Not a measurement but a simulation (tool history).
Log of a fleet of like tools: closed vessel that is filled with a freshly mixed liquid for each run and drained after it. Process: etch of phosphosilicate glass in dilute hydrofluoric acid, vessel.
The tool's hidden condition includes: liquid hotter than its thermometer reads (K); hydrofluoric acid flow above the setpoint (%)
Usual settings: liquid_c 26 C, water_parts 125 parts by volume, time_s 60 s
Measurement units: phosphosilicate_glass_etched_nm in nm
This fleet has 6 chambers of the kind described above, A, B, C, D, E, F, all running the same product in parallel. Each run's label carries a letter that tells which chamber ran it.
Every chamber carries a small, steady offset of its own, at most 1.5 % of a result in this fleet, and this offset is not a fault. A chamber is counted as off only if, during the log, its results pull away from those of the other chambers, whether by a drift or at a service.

run   hour  liquid_c  water_parts  time_s  hours since the thermometer was replaced  hours since the hydrofluoric acid flow meter was replaced  read-back film thickness of the phosphosilicate glass reference wafer, read on the same gauge (nm)  phosphosilicate_glass_etched_nm
 1B   10.0        26          125      60                                    1037.0                                                     1210.8                                                                                              89.989                           47.581
 2A   19.1        26          125      60                                     345.2                                                     1140.8                                                                                              90.029                           48.724
 3F   31.6        26          125      60                                     493.3                                                      684.1                                                                                              89.993                           48.340
 4E   39.5        26          125      60                                     471.9                                                      836.2                                                                                              90.007                           48.294
 5D   50.1        23          125      60                                     424.3                                                      525.9                                                                                              90.006                           42.531
 6C   58.3        23          125      60                                     272.8                                                      728.2                                                                                              89.997                           42.090
 7C   66.2        23          125      60                                     280.7                                                      736.1                                                                                              89.990                           42.659
 8B   78.1        23          125      60                                    1105.1                                                     1278.9                                                                                              90.002                           42.876
 9D   89.3        23          125      60                                     463.5                                                      565.1                                                                                              89.994                           42.583
10E   97.4        23          125      60                                     529.8                                                      894.1                                                                                              89.999                           43.266
11F  108.7        26          125      30                                     570.4                                                      761.2                                                                                              90.008                           23.767
12A  114.5        26          125      30                                     440.6                                                     1236.2                                                                                              89.998                           24.336
13C  123.1        26          125      30                                     337.6                                                      793.0                                                                                              90.015                           23.828
14B  129.3        26          125      30                                    1156.3                                                     1330.1                                                                                              89.988                           24.014
15D  141.2        26          125      30                                     515.4                                                      617.0                                                                                              90.016                           23.926
16F  148.5        26          125      30                                     610.2                                                      801.0                                                                                              90.005                           23.912
17A  158.6        26          125      60                                     484.7                                                     1280.3                                                                                              89.998                           48.777
18E  167.2        26          125      60                                     599.6                                                      963.9                                                                                              89.992                           48.739
19A  176.9        26          125      60                                     503.0                                                     1298.6                                                                                              89.985                           49.066
20B  183.9        26          125      60                                    1210.9                                                     1384.7                                                                                              90.016                           47.729
21F  194.5        26          125      60                                     656.2                                                      847.0                                                                                              90.015                           47.770
     202.3  -- chamber A: hydrofluoric acid flow meter replaced
22D  204.9        26          170      40                                     579.1                                                      680.7                                                                                              90.013                           22.169
23E  215.0        26          170      40                                     647.4                                                     1011.7                                                                                              90.018                           22.506
     218.4  -- chamber B: thermometer replaced
24C  221.4        26          170      40                                     435.9                                                      891.3                                                                                              89.989                           22.197
     231.2  -- chamber E: hydrofluoric acid flow meter replaced
25A  232.3        26          170      40                                     558.4                                                       30.0                                                                                              90.020                           22.313
26E  244.2        26          170      40                                     676.6                                                       13.0                                                                                              89.991                           22.445
27F  249.7        26          170      40                                     711.4                                                      902.2                                                                                              90.009                           22.358
28C  260.2        26          125      60                                     474.7                                                      930.1                                                                                              90.008                           47.535
     261.6  -- chamber C: hydrofluoric acid flow meter replaced
29B  271.6        26          125      60                                      53.3                                                     1472.4                                                                                              89.999                           48.168
30D  281.6        26          125      60                                     655.8                                                      757.4                                                                                              90.006                           48.315
31C  290.1        26          125      60                                     504.6                                                       28.5                                                                                              89.985                           47.206
32A  298.7        26          125      60                                     624.8                                                       96.4                                                                                              89.995                           48.383
33F  305.8        26          125      60                                     767.5                                                      958.3                                                                                              90.006                           48.325
34D  313.4        26          125      60                                     687.6                                                      789.2                                                                                              90.008                           47.740
35B  325.5        26          125      60                                     107.2                                                     1526.3                                                                                              90.008                           48.286
36E  334.9        26          125      60                                     767.3                                                      103.7                                                                                              89.999                           49.385
37C  346.8        26          125      80                                     561.3                                                       85.2                                                                                              89.997                           63.332
38A  358.6        26          125      80                                     684.7                                                      156.3                                                                                              90.003                           64.273

What goes on in this fleet: one chamber off, a drifting gauge, or nothing beyond the chambers' own small offsets? Name the chamber and the cause, if any.

One chamber, E, drifts off from the rest bit by bit.
Most likely cause: liquid hotter than its thermometer reads (K) = 1.07.

Which of the 4 candidates below, each the usual settings with something changed and its results left as question marks, puts chamber E back in line with what the other chambers give on the usual settings?
In line here means within this much of the mean the other chambers give on the usual settings: phosphosilicate_glass_etched_nm 0.980 nm
39E-1  367.6        26          130      60                                                                                                                                                                                                                                         ?
39E-2  367.6        26          125      65                                                                                                                                                                                                                                         ?
39E-3  367.6        24          125      60                                                                                                                                                                                                                                         ?
39E-4  367.6        27          125      60                                                                                                                                                                                                                                         ?

Usual-settings mean across the other chambers: phosphosilicate_glass_etched_nm 47.919 nm
  run  phosphosilicate_glass_etched_nm
39E-1                           47.666
39E-2                           54.076
39E-3                           46.304
39E-4                           51.809
39E-1 is the one that brings the chamber's results back in line with the other chambers.
